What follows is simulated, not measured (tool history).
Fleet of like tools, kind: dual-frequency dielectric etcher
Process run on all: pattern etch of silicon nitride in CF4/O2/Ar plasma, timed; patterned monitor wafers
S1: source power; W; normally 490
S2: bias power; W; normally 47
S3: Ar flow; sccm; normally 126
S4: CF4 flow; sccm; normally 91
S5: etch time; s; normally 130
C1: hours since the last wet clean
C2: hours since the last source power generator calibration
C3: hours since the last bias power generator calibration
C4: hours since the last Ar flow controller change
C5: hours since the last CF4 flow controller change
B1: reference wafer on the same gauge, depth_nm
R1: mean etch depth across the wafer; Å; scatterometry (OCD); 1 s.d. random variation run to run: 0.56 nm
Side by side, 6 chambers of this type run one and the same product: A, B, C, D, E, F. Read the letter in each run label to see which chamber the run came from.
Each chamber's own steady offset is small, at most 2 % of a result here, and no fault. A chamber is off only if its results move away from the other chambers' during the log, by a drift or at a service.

| run | hour | S1 | S2 | S3 | S4 | S5 | C1 | C2 | C3 | C4 | C5 | B1 | R1 |
|---|---|---|---|---|---|---|---|---|---|---|---|---|---|
| 1D | 10.1 | 490 | 47 | 126 | 91 | 130 | 643.8 | 903.2 | 2675.5 | 2492.4 | 1164.2 | 201.97 | 2258.3 |
| 2A | 19.1 | 490 | 47 | 126 | 91 | 130 | 22.5 | 798.2 | 163.1 | 5318.7 | 4236.9 | 202.06 | 2261.1 |
| 3F | 30.2 | 490 | 47 | 126 | 91 | 130 | 301.7 | 4404.2 | 1977.3 | 1002.9 | 4228.9 | 201.81 | 2282.8 |
| 4E | 38.2 | 490 | 47 | 126 | 91 | 130 | 468.2 | 325.4 | 3096.9 | 115.5 | 3056.3 | 202.04 | 2277.1 |
| 5B | 48.4 | 490 | 47 | 126 | 91 | 130 | 176.9 | 2939.6 | 2605.2 | 4737.4 | 352.3 | 201.92 | 2265.5 |
|  | 54.4 | chamber E: wet clean of the chamber |
| 6C | 55.7 | 490 | 47 | 126 | 91 | 130 | 375 | 1316.7 | 561.5 | 1463.6 | 166.4 | 201.99 | 2234.8 |
| 7B | 63.8 | 490 | 58 | 126 | 91 | 130 | 192.3 | 2955 | 2620.6 | 4752.8 | 367.7 | 202.04 | 2454.5 |
|  | 67.9 | chamber D: wet clean of the chamber |
| 8A | 70.6 | 490 | 58 | 126 | 91 | 130 | 74 | 849.7 | 214.6 | 5370.2 | 4288.4 | 202.11 | 2463.2 |
| 9D | 79.5 | 490 | 58 | 126 | 91 | 130 | 11.7 | 972.6 | 2744.9 | 2561.8 | 1233.6 | 202.02 | 2467.2 |
|  | 84.1 | chamber D: bias power generator calibrated |
| 10E | 89.6 | 490 | 58 | 126 | 91 | 130 | 35.3 | 376.8 | 3148.3 | 166.9 | 3107.7 | 202 | 2480.6 |
|  | 91.4 | chamber A: CF4 flow controller replaced |
|  | 96.7 | chamber B: Ar flow controller replaced |
| 11F | 99.4 | 490 | 58 | 126 | 91 | 130 | 370.9 | 4473.4 | 2046.5 | 1072.1 | 4298.1 | 202.1 | 2478.8 |
| 12C | 108.6 | 490 | 58 | 126 | 91 | 130 | 427.9 | 1369.6 | 614.4 | 1516.5 | 219.3 | 201.96 | 2427.1 |
| 13F | 117.2 | 490 | 47 | 126 | 91 | 130 | 388.7 | 4491.2 | 2064.3 | 1089.9 | 4315.9 | 201.95 | 2275.3 |
| 14A | 126.4 | 490 | 47 | 126 | 91 | 130 | 129.8 | 905.5 | 270.4 | 5426 | 35.1 | 201.88 | 2270.6 |
|  | 130.6 | chamber F: source power generator calibrated |
| 15E | 133.5 | 490 | 47 | 126 | 91 | 130 | 79.2 | 420.7 | 3192.2 | 210.8 | 3151.6 | 201.86 | 2285 |
| 16D | 140.1 | 490 | 47 | 126 | 91 | 130 | 72.3 | 1033.2 | 56.1 | 2622.4 | 1294.2 | 202.1 | 2262.2 |
| 17B | 145.4 | 490 | 47 | 126 | 91 | 130 | 273.9 | 3036.6 | 2702.2 | 48.7 | 449.3 | 202.12 | 2270.7 |
| 18C | 150.7 | 490 | 47 | 126 | 91 | 130 | 470 | 1411.7 | 656.5 | 1558.6 | 261.4 | 202.03 | 2225.1 |
| 19B | 157.8 | 490 | 47 | 126 | 91 | 130 | 286.3 | 3049 | 2714.6 | 61.1 | 461.7 | 202 | 2263.9 |
| 20F | 166.9 | 490 | 47 | 126 | 91 | 130 | 438.4 | 36.3 | 2114 | 1139.6 | 4365.6 | 201.96 | 2332 |
| 21E | 176.7 | 490 | 47 | 126 | 91 | 130 | 122.4 | 463.9 | 3235.4 | 254 | 3194.8 | 201.97 | 2292.2 |
| 22A | 182.9 | 490 | 47 | 126 | 91 | 130 | 186.3 | 962 | 326.9 | 5482.5 | 91.6 | 202.04 | 2274.8 |
| 23D | 190.9 | 490 | 47 | 126 | 91 | 130 | 123.1 | 1084 | 106.9 | 2673.2 | 1345 | 202.04 | 2265.7 |
| 24C | 198.7 | 450 | 47 | 126 | 72 | 130 | 518 | 1459.7 | 704.5 | 1606.6 | 309.4 | 201.97 | 2002.7 |
|  | 201 | chamber F: wet clean of the chamber |
| 25C | 203.9 | 450 | 47 | 126 | 72 | 130 | 523.2 | 1464.9 | 709.7 | 1611.8 | 314.6 | 201.99 | 2001.7 |
| 26B | 212.3 | 450 | 47 | 126 | 72 | 130 | 340.8 | 3103.5 | 2769.1 | 115.6 | 516.2 | 202.12 | 2032.5 |
| 27E | 217.9 | 450 | 47 | 126 | 72 | 130 | 163.6 | 505.1 | 3276.6 | 295.2 | 3236 | 202.04 | 2055.4 |
| 28D | 228.4 | 450 | 47 | 126 | 72 | 130 | 160.6 | 1121.5 | 144.4 | 2710.7 | 1382.5 | 201.94 | 2030.7 |
| 29A | 235.4 | 450 | 47 | 126 | 72 | 130 | 238.8 | 1014.5 | 379.4 | 5535 | 144.1 | 201.94 | 2040.8 |
| 30F | 244 | 490 | 47 | 126 | 91 | 130 | 43 | 113.4 | 2191.1 | 1216.7 | 4442.7 | 202.04 | 2343.4 |
| 31A | 249.7 | 490 | 47 | 126 | 91 | 92 | 253.1 | 1028.8 | 393.7 | 5549.3 | 158.4 | 201.98 | 1607.6 |
| 32D | 259.8 | 490 | 47 | 126 | 91 | 92 | 192 | 1152.9 | 175.8 | 2742.1 | 1413.9 | 201.93 | 1600.9 |
| 33E | 267.7 | 490 | 47 | 126 | 91 | 92 | 213.4 | 554.9 | 3326.4 | 345 | 3285.8 | 202.02 | 1611.7 |
| 34F | 277.6 | 490 | 47 | 126 | 91 | 92 | 76.6 | 147 | 2224.7 | 1250.3 | 4476.3 | 201.96 | 1658.3 |
| 35B | 287.6 | 490 | 47 | 126 | 91 | 92 | 416.1 | 3178.8 | 2844.4 | 190.9 | 591.5 | 202.07 | 1602.4 |
| 36C | 298.6 | 490 | 47 | 126 | 91 | 92 | 617.9 | 1559.6 | 804.4 | 1706.5 | 409.3 | 201.98 | 1579.4 |
| 37D | 308 | 590 | 47 | 142 | 91 | 130 | 240.2 | 1201.1 | 224 | 2790.3 | 1462.1 | 202 | 2611.8 |
| 38B | 318.3 | 590 | 47 | 142 | 91 | 130 | 446.8 | 3209.5 | 2875.1 | 221.6 | 622.2 | 201.97 | 2607.4 |
| 39F | 325.3 | 590 | 47 | 142 | 91 | 130 | 124.3 | 194.7 | 2272.4 | 1298 | 4524 | 201.93 | 2713 |
| 40E | 336.2 | 590 | 47 | 142 | 91 | 130 | 281.9 | 623.4 | 3394.9 | 413.5 | 3354.3 | 201.97 | 2635.1 |
| 41A | 342.9 | 590 | 47 | 142 | 91 | 130 | 346.3 | 1122 | 486.9 | 5642.5 | 251.6 | 201.9 | 2621.3 |
| 42C | 351.3 | 590 | 47 | 142 | 91 | 130 | 670.6 | 1612.3 | 857.1 | 1759.2 | 462 | 202.19 | 2582.7 |

One chamber off, gauge drift, or nothing amiss beyond the chambers' own small offsets? If it is a chamber, which one, and what is the likeliest cause?

After it was serviced, chamber F no longer matches the other chambers.
Likeliest cause: source power that arrives over what is set, % = 2.85.

Chamber F could run next with any of the 4 candidate recipes listed below; each alters the usual settings, and their results appear as question marks. Which one brings its results back in line with what the other chambers deliver on the usual settings?
In line here means within this much of the mean the other chambers give on the usual settings: R1 20 Å
| 43F-1 | 359.3 | 470 | 47 | 126 | 91 | 130 |  |  |  |  |  |  | ? |
| 43F-2 | 359.3 | 490 | 45 | 128 | 91 | 130 |  |  |  |  |  |  | ? |
| 43F-3 | 359.3 | 500 | 47 | 126 | 91 | 130 |  |  |  |  |  |  | ? |
| 43F-4 | 359.3 | 490 | 47 | 126 | 91 | 134 |  |  |  |  |  |  | ? |

Average result of the remaining chambers running the usual settings: R1 2262.2 Å
| run | R1 |
|---|---|
| 43F-1 | 2256.5 |
| 43F-2 | 2297.4 |
| 43F-3 | 2382.3 |
| 43F-4 | 2412.5 |
With 43F-1, the chamber falls back in line with the rest.
